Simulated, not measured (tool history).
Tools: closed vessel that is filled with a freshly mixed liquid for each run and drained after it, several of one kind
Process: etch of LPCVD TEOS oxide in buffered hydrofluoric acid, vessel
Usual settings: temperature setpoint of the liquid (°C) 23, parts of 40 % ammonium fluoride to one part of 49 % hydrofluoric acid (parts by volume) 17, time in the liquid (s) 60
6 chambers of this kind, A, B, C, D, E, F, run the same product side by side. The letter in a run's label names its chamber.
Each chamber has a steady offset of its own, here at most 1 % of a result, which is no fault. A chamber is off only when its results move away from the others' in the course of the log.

run,hour,temperature setpoint of the liquid (°C),parts of 40 % ammonium fluoride to one part of 49 % hydrofluoric acid (parts by volume),time in the liquid (s),hours since the thermometer was replaced,hours since the hydrofluoric acid flow meter was replaced,"read-back film thickness of the LPCVD TEOS oxide reference wafer, read on the same gauge (nm)",thickness taken off the LPCVD TEOS oxide on a monitor wafer (nm)
1E,9.2,23,17,60,595.3,1040.9,100.02,60.707
2F,18.4,23,17,60,914,1963.8,100,60.938
3B,31.9,23,17,60,904.3,227.2,99.983,60.721
# hour 46.5: chamber F: hydrofluoric acid flow meter replaced
4D,46.8,23,17,60,761.2,162.5,99.991,60.599
5C,57.2,23,17,60,117.2,1132.1,100.01,59.956
6A,64.8,23,17,60,1465.5,818,100.02,60.645
7C,74.2,23,17,60,134.2,1149.1,100,60.22
8B,86.7,23,17,60,959.1,282,100,60.387
9F,100.3,23,17,60,995.9,53.8,99.997,60.964
# hour 111.9: chamber C: hydrofluoric acid flow meter replaced
10A,112.2,23,17,60,1512.9,865.4,100,60.948
11E,125.6,23,17,60,711.7,1157.3,99.995,60.833
12D,139.1,23,17,60,853.5,254.8,100.01,60.251
13F,151.7,23,17,60,1047.3,105.2,99.987,60.436
14B,165.9,23,17,60,1038.3,361.2,99.987,60.203
15A,176.7,23,17,60,1577.4,929.9,100.02,61.485
16D,184.1,23,17,60,898.5,299.8,99.992,60.291
17E,197,23,17,60,783.1,1228.7,100.01,61.229
18C,210.2,23,17,60,270.2,98.3,99.998,59.34
19A,220.6,23,17,60,1621.3,973.8,100.03,60.886
20E,234.9,23,22.5,60,821,1266.6,99.996,47.617
21C,243.2,23,22.5,60,303.2,131.3,99.983,46.541
22D,256.9,23,22.5,60,971.3,372.6,99.987,47.44
23B,270.3,23,22.5,60,1142.7,465.6,100,47.243
# hour 276.1: chamber A: hydrofluoric acid flow meter replaced
24F,280.6,23,22.5,60,1176.2,234.1,100,47.185
25E,292,23,22.5,60,878.1,1323.7,100.02,47.218
26F,302.2,23,17,60,1197.8,255.7,100.02,61.341
27C,309.8,23,17,60,369.8,197.9,100.01,60.111
28B,317,23,17,60,1189.4,512.3,100.03,60.479
29D,328.8,23,17,60,1043.2,444.5,99.977,60.226
30A,343.7,23,17,60,1744.4,67.7,100.01,61.174
31B,352.2,23,17,60,1224.6,547.5,100.01,61.27
# hour 356.5: chamber E: thermometer replaced
32C,365.9,23,17,60,425.9,254,100.01,60.246
33E,377.6,23,13.5,40,21.1,1409.3,99.991,50.426
34A,391.1,23,13.5,40,1791.8,115.1,100,51.612
35D,400.2,23,13.5,40,1114.6,515.9,99.979,50.783
36F,410.3,23,13.5,40,1305.9,363.8,100.03,50.62
# hour 415.4: chamber F: thermometer replaced
37F,424.3,23,13.5,40,9,377.8,99.982,50.863
38C,432.2,23,13.5,40,492.2,320.3,99.997,49.752
39D,447.1,23,17,60,1161.5,562.8,99.998,60.617
40E,456.4,23,17,60,99.9,1488.1,99.99,60.67
41B,467.1,23,17,60,1339.5,662.4,100.01,60.648

What goes on in this fleet: one chamber off, a drifting gauge, or nothing beyond the chambers' own small offsets? Name the chamber and the cause, if any.

No chamber stands off beyond its own small offset, and the gauge holds steady.
